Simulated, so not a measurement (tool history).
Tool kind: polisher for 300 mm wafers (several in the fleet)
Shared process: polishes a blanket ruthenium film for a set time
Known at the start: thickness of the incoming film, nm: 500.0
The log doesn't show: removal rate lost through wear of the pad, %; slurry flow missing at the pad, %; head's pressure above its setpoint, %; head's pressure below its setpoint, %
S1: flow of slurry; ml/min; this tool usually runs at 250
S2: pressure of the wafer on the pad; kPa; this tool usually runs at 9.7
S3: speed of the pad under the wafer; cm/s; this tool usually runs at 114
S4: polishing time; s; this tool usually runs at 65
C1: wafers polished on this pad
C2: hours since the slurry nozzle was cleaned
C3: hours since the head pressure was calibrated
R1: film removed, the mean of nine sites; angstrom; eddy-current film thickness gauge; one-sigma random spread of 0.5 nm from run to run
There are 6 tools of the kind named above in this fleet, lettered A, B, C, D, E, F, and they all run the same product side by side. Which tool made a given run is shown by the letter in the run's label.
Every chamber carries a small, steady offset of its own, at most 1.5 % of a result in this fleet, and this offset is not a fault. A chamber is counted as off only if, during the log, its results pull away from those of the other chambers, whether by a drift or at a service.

{"run": "1B", "hour": 7.6, "S1": 250, "S2": 9.7, "S3": 114, "S4": 65, "C1": 883, "C2": 131.3, "C3": 115, "R1": 681.27}
{"run": "2A", "hour": 12.8, "S1": 250, "S2": 9.7, "S3": 114, "S4": 65, "C1": 743, "C2": 183.4, "C3": 233.2, "R1": 663.25}
{"run": "3D", "hour": 20.4, "S1": 250, "S2": 9.7, "S3": 114, "S4": 65, "C1": 251, "C2": 270.2, "C3": 567.2, "R1": 667.53}
{"run": "4F", "hour": 25.1, "S1": 250, "S2": 9.7, "S3": 114, "S4": 65, "C1": 1415, "C2": 29.9, "C3": 231.9, "R1": 674.25}
{"hour": 26.6, "done": "chamber F: worn pad replaced by a new one"}
{"run": "5C", "hour": 31.0, "S1": 250, "S2": 9.7, "S3": 114, "S4": 65, "C1": 553, "C2": 269.2, "C3": 892, "R1": 674.11}
{"hour": 31.6, "done": "chamber C: head pressure recalibrated"}
{"run": "6E", "hour": 37.6, "S1": 180, "S2": 9.7, "S3": 114, "S4": 47, "C1": 501, "C2": 371.7, "C3": 240.1, "R1": 469.08}
{"hour": 42.4, "done": "chamber B: worn pad replaced by a new one"}
{"run": "7D", "hour": 43.5, "S1": 180, "S2": 9.7, "S3": 114, "S4": 47, "C1": 457, "C2": 293.3, "C3": 590.3, "R1": 469.48}
{"hour": 47.8, "done": "chamber C: worn pad replaced by a new one"}
{"run": "8A", "hour": 51.6, "S1": 180, "S2": 9.7, "S3": 114, "S4": 47, "C1": 1088, "C2": 222.2, "C3": 272, "R1": 471.1}
{"run": "9C", "hour": 56.2, "S1": 180, "S2": 9.7, "S3": 114, "S4": 47, "C1": 75, "C2": 294.4, "C3": 24.6, "R1": 466.43}
{"hour": 58.7, "done": "chamber A: slurry nozzle cleaned"}
{"run": "10E", "hour": 60.3, "S1": 180, "S2": 9.7, "S3": 114, "S4": 47, "C1": 703, "C2": 394.4, "C3": 262.8, "R1": 465.92}
{"run": "11F", "hour": 66.1, "S1": 180, "S2": 9.7, "S3": 114, "S4": 47, "C1": 352, "C2": 70.9, "C3": 272.9, "R1": 456.47}
{"run": "12B", "hour": 73.8, "S1": 250, "S2": 9.7, "S3": 114, "S4": 65, "C1": 279, "C2": 197.5, "C3": 181.2, "R1": 692.19}
{"hour": 77.2, "done": "chamber D: worn pad replaced by a new one"}
{"run": "13F", "hour": 77.7, "S1": 280, "S2": 6.9, "S3": 114, "S4": 65, "C1": 455, "C2": 82.5, "C3": 284.5, "R1": 487.38}
{"run": "14E", "hour": 85.0, "S1": 280, "S2": 6.9, "S3": 114, "S4": 65, "C1": 923, "C2": 419.1, "C3": 287.5, "R1": 487.29}
{"hour": 87.7, "done": "chamber D: slurry nozzle cleaned"}
{"run": "15A", "hour": 93.1, "S1": 280, "S2": 6.9, "S3": 114, "S4": 65, "C1": 1458, "C2": 34.5, "C3": 313.5, "R1": 492.72}
{"hour": 94.7, "done": "chamber E: worn pad replaced by a new one"}
{"run": "16B", "hour": 100.4, "S1": 280, "S2": 6.9, "S3": 114, "S4": 65, "C1": 516, "C2": 224.1, "C3": 207.8, "R1": 501.24}
{"hour": 104.0, "done": "chamber A: worn pad replaced by a new one"}
{"run": "17C", "hour": 107.5, "S1": 280, "S2": 6.9, "S3": 114, "S4": 65, "C1": 531, "C2": 345.7, "C3": 75.9, "R1": 484.84}
{"run": "18D", "hour": 111.7, "S1": 280, "S2": 6.9, "S3": 114, "S4": 65, "C1": 307, "C2": 24, "C3": 658.5, "R1": 484.4}
{"run": "19C", "hour": 118.0, "S1": 250, "S2": 9.7, "S3": 114, "S4": 65, "C1": 625, "C2": 356.2, "C3": 86.4, "R1": 679.4}
{"hour": 121.6, "done": "chamber C: worn pad replaced by a new one"}
{"run": "20D", "hour": 125.4, "S1": 250, "S2": 9.7, "S3": 114, "S4": 65, "C1": 429, "C2": 37.7, "C3": 672.2, "R1": 668.74}
{"run": "21A", "hour": 133.7, "S1": 250, "S2": 9.7, "S3": 114, "S4": 65, "C1": 264, "C2": 75.1, "C3": 354.1, "R1": 701.06}
{"run": "22E", "hour": 137.7, "S1": 250, "S2": 9.7, "S3": 114, "S4": 65, "C1": 383, "C2": 471.8, "C3": 340.2, "R1": 668.63}
{"run": "23B", "hour": 145.9, "S1": 250, "S2": 9.7, "S3": 114, "S4": 65, "C1": 921, "C2": 269.6, "C3": 253.3, "R1": 675.65}
{"run": "24F", "hour": 153.5, "S1": 250, "S2": 9.7, "S3": 114, "S4": 65, "C1": 1130, "C2": 158.3, "C3": 360.3, "R1": 664.18}
{"run": "25F", "hour": 158.2, "S1": 250, "S2": 9.7, "S3": 114, "S4": 65, "C1": 1172, "C2": 163, "C3": 365, "R1": 664.44}
{"run": "26E", "hour": 162.3, "S1": 250, "S2": 9.7, "S3": 114, "S4": 65, "C1": 602, "C2": 496.4, "C3": 364.8, "R1": 674.66}
{"run": "27C", "hour": 170.1, "S1": 250, "S2": 9.7, "S3": 114, "S4": 65, "C1": 432, "C2": 408.3, "C3": 138.5, "R1": 675.95}
{"hour": 171.5, "done": "chamber B: worn pad replaced by a new one"}
{"run": "28A", "hour": 173.9, "S1": 250, "S2": 9.7, "S3": 114, "S4": 65, "C1": 622, "C2": 115.3, "C3": 394.3, "R1": 709.33}
{"hour": 176.6, "done": "chamber D: worn pad replaced by a new one"}
{"run": "29D", "hour": 180.9, "S1": 250, "S2": 9.7, "S3": 114, "S4": 65, "C1": 38, "C2": 93.2, "C3": 727.7, "R1": 675.55}
{"hour": 183.6, "done": "chamber F: worn pad replaced by a new one"}
{"run": "30B", "hour": 184.8, "S1": 250, "S2": 9.7, "S3": 114, "S4": 65, "C1": 119, "C2": 308.5, "C3": 292.2, "R1": 683.02}
{"run": "31C", "hour": 191.9, "S1": 250, "S2": 9.7, "S3": 114, "S4": 65, "C1": 626, "C2": 430.1, "C3": 160.3, "R1": 682.79}
{"run": "32A", "hour": 200.1, "S1": 335, "S2": 9.7, "S3": 114, "S4": 65, "C1": 855, "C2": 141.5, "C3": 420.5, "R1": 738.22}
{"hour": 202.1, "done": "chamber C: worn pad replaced by a new one"}
{"run": "33E", "hour": 204.3, "S1": 335, "S2": 9.7, "S3": 114, "S4": 65, "C1": 975, "C2": 538.4, "C3": 406.8, "R1": 692.21}
{"run": "34F", "hour": 210.6, "S1": 335, "S2": 9.7, "S3": 114, "S4": 65, "C1": 240, "C2": 215.4, "C3": 417.4, "R1": 674.19}
{"run": "35D", "hour": 214.2, "S1": 335, "S2": 9.7, "S3": 114, "S4": 65, "C1": 335, "C2": 126.5, "C3": 761, "R1": 691.23}
{"hour": 217.0, "done": "chamber E: worn pad replaced by a new one"}
{"run": "36B", "hour": 218.4, "S1": 335, "S2": 9.7, "S3": 114, "S4": 65, "C1": 418, "C2": 342.1, "C3": 325.8, "R1": 694.5}
{"run": "37D", "hour": 226.8, "S1": 335, "S2": 9.7, "S3": 114, "S4": 65, "C1": 447, "C2": 139.1, "C3": 773.6, "R1": 693.44}
{"run": "38F", "hour": 233.0, "S1": 250, "S2": 12.4, "S3": 114, "S4": 54, "C1": 439, "C2": 237.8, "C3": 439.8, "R1": 705.04}
{"run": "39C", "hour": 239.8, "S1": 250, "S2": 12.4, "S3": 114, "S4": 54, "C1": 335, "C2": 478, "C3": 208.2, "R1": 721.72}
{"run": "40E", "hour": 246.9, "S1": 250, "S2": 12.4, "S3": 114, "S4": 54, "C1": 266, "C2": 581, "C3": 449.4, "R1": 713.62}
{"hour": 252.1, "done": "chamber F: head pressure recalibrated"}
{"run": "41B", "hour": 253.6, "S1": 250, "S2": 12.4, "S3": 114, "S4": 54, "C1": 731, "C2": 377.3, "C3": 361, "R1": 714.68}
{"run": "42A", "hour": 259.0, "S1": 250, "S2": 12.4, "S3": 114, "S4": 54, "C1": 1379, "C2": 200.4, "C3": 479.4, "R1": 784.57}
{"run": "43F", "hour": 265.7, "S1": 250, "S2": 12.4, "S3": 114, "S4": 54, "C1": 730, "C2": 270.5, "C3": 13.6, "R1": 707.94}

Has any chamber moved away from the others, gradually or after a service, or does the common gauge drift, or do the chambers differ only by their own small steady offsets? State the chamber and the most likely cause if one applies.

Little by little, chamber A moves away from the other chambers.
Most likely cause: head's pressure above its setpoint, % = 9.33.

Below are 4 candidate recipes for chamber A's next run, each the usual settings with a change, their results shown as question marks. Which of them brings A's results back in line with what the other chambers give on the usual settings?
Allowed miss from the other chambers' usual-settings mean, per result, to count as in line: R1 17 angstrom
{"run": "44A-1", "hour": 271.8, "S1": 250, "S2": 9.7, "S3": 118, "S4": 65, "R1": "?"}
{"run": "44A-2", "hour": 271.8, "S1": 250, "S2": 9.7, "S3": 124, "S4": 65, "R1": "?"}
{"run": "44A-3", "hour": 271.8, "S1": 250, "S2": 9.7, "S3": 112, "S4": 64, "R1": "?"}
{"run": "44A-4", "hour": 271.8, "S1": 250, "S2": 9.7, "S3": 114, "S4": 59, "R1": "?"}

Average result of the remaining chambers running the usual settings: R1 673.1 angstrom
run=44A-1 R1=761.5
run=44A-2 R1=799.66
run=44A-3 R1=712.21
run=44A-4 R1=668.12
44A-4 is the one that brings the chamber's results back in line with the other chambers.
